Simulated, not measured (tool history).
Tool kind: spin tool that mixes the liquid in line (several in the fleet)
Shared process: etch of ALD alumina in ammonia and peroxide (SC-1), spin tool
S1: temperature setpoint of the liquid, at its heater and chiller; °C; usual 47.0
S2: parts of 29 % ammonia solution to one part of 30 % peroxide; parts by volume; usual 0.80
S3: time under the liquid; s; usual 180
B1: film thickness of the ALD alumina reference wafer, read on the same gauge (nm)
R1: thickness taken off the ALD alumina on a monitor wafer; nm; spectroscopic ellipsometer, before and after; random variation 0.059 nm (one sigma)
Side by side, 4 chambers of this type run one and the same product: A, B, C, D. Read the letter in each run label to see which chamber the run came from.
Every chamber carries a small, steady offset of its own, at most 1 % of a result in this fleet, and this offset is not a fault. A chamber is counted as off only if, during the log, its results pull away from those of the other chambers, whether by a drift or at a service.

run 1A hour=10.0 | S1=47.0 S2=0.80 S3=180 | B1=80.003 | R1=7.4100
run 2B hour=20.5 | S1=47.0 S2=0.80 S3=180 | B1=80.000 | R1=7.5066
run 3C hour=28.7 | S1=47.0 S2=0.80 S3=180 | B1=79.982 | R1=7.4829
run 4D hour=35.0 | S1=47.0 S2=0.80 S3=180 | B1=80.006 | R1=7.3989
-- hour=38.8 chamber B: new drum of ammonia solution connected
run 5C hour=45.1 | S1=47.0 S2=0.80 S3=180 | B1=79.993 | R1=7.3132
run 6B hour=54.1 | S1=47.0 S2=0.65 S3=100 | B1=79.984 | R1=4.0591
run 7A hour=64.4 | S1=47.0 S2=0.65 S3=100 | B1=80.005 | R1=4.0096
run 8D hour=72.8 | S1=47.0 S2=0.65 S3=100 | B1=80.009 | R1=4.0615
run 9C hour=78.5 | S1=47.0 S2=0.65 S3=100 | B1=80.011 | R1=4.0160
run 10A hour=89.3 | S1=47.0 S2=0.80 S3=180 | B1=79.987 | R1=7.3327
run 11B hour=99.7 | S1=47.0 S2=0.80 S3=180 | B1=80.008 | R1=7.4078
run 12D hour=110.5 | S1=38.0 S2=0.80 S3=180 | B1=79.987 | R1=4.4633
run 13B hour=116.4 | S1=38.0 S2=0.80 S3=180 | B1=80.009 | R1=4.3917
run 14C hour=124.4 | S1=38.0 S2=0.80 S3=180 | B1=79.990 | R1=4.3726
run 15A hour=133.5 | S1=38.0 S2=0.80 S3=180 | B1=80.005 | R1=4.4178
run 16D hour=140.2 | S1=47.0 S2=1.15 S3=130 | B1=79.999 | R1=5.5388
run 17C hour=145.5 | S1=47.0 S2=1.15 S3=130 | B1=79.997 | R1=5.5593
run 18A hour=152.0 | S1=47.0 S2=1.15 S3=130 | B1=79.994 | R1=5.5656
run 19B hour=162.2 | S1=47.0 S2=1.15 S3=130 | B1=79.986 | R1=5.5715
run 20D hour=170.4 | S1=47.0 S2=0.80 S3=180 | B1=80.009 | R1=7.2875
run 21A hour=176.6 | S1=52.5 S2=0.80 S3=260 | B1=80.008 | R1=14.6190
run 22B hour=181.4 | S1=52.5 S2=0.80 S3=260 | B1=80.009 | R1=14.7510
run 23C hour=192.3 | S1=52.5 S2=0.80 S3=260 | B1=79.988 | R1=14.3160
run 24D hour=202.4 | S1=52.5 S2=0.80 S3=260 | B1=80.009 | R1=13.5970
run 25B hour=212.3 | S1=47.0 S2=0.80 S3=180 | B1=79.982 | R1=7.5312
run 26A hour=219.7 | S1=47.0 S2=0.80 S3=180 | B1=80.007 | R1=7.4460
run 27D hour=230.7 | S1=47.0 S2=0.80 S3=180 | B1=79.997 | R1=6.9530
run 28C hour=238.1 | S1=47.0 S2=0.80 S3=180 | B1=80.008 | R1=7.4010
run 29D hour=247.5 | S1=47.0 S2=0.80 S3=75 | B1=79.991 | R1=2.8873
run 30C hour=257.7 | S1=47.0 S2=0.80 S3=75 | B1=79.996 | R1=3.0934
run 31A hour=262.9 | S1=47.0 S2=0.80 S3=75 | B1=80.005 | R1=3.0794
run 32B hour=273.9 | S1=47.0 S2=0.80 S3=75 | B1=79.996 | R1=3.0722
run 33D hour=283.6 | S1=47.0 S2=0.80 S3=180 | B1=79.986 | R1=6.7797
run 34B hour=290.6 | S1=47.0 S2=0.80 S3=180 | B1=79.993 | R1=7.5208

Next, every chamber runs the same settings. What will each give?
run 35A hour=298.5 | S1=47.0 S2=0.80 S3=180 | R1=?
run 35B hour=298.5 | S1=47.0 S2=0.80 S3=180 | R1=?
run 35C hour=298.5 | S1=47.0 S2=0.80 S3=180 | R1=?
run 35D hour=298.5 | S1=47.0 S2=0.80 S3=180 | R1=?

run=35A R1=7.2836
run=35B R1=7.4541
run=35C R1=7.3193
run=35D R1=6.7114

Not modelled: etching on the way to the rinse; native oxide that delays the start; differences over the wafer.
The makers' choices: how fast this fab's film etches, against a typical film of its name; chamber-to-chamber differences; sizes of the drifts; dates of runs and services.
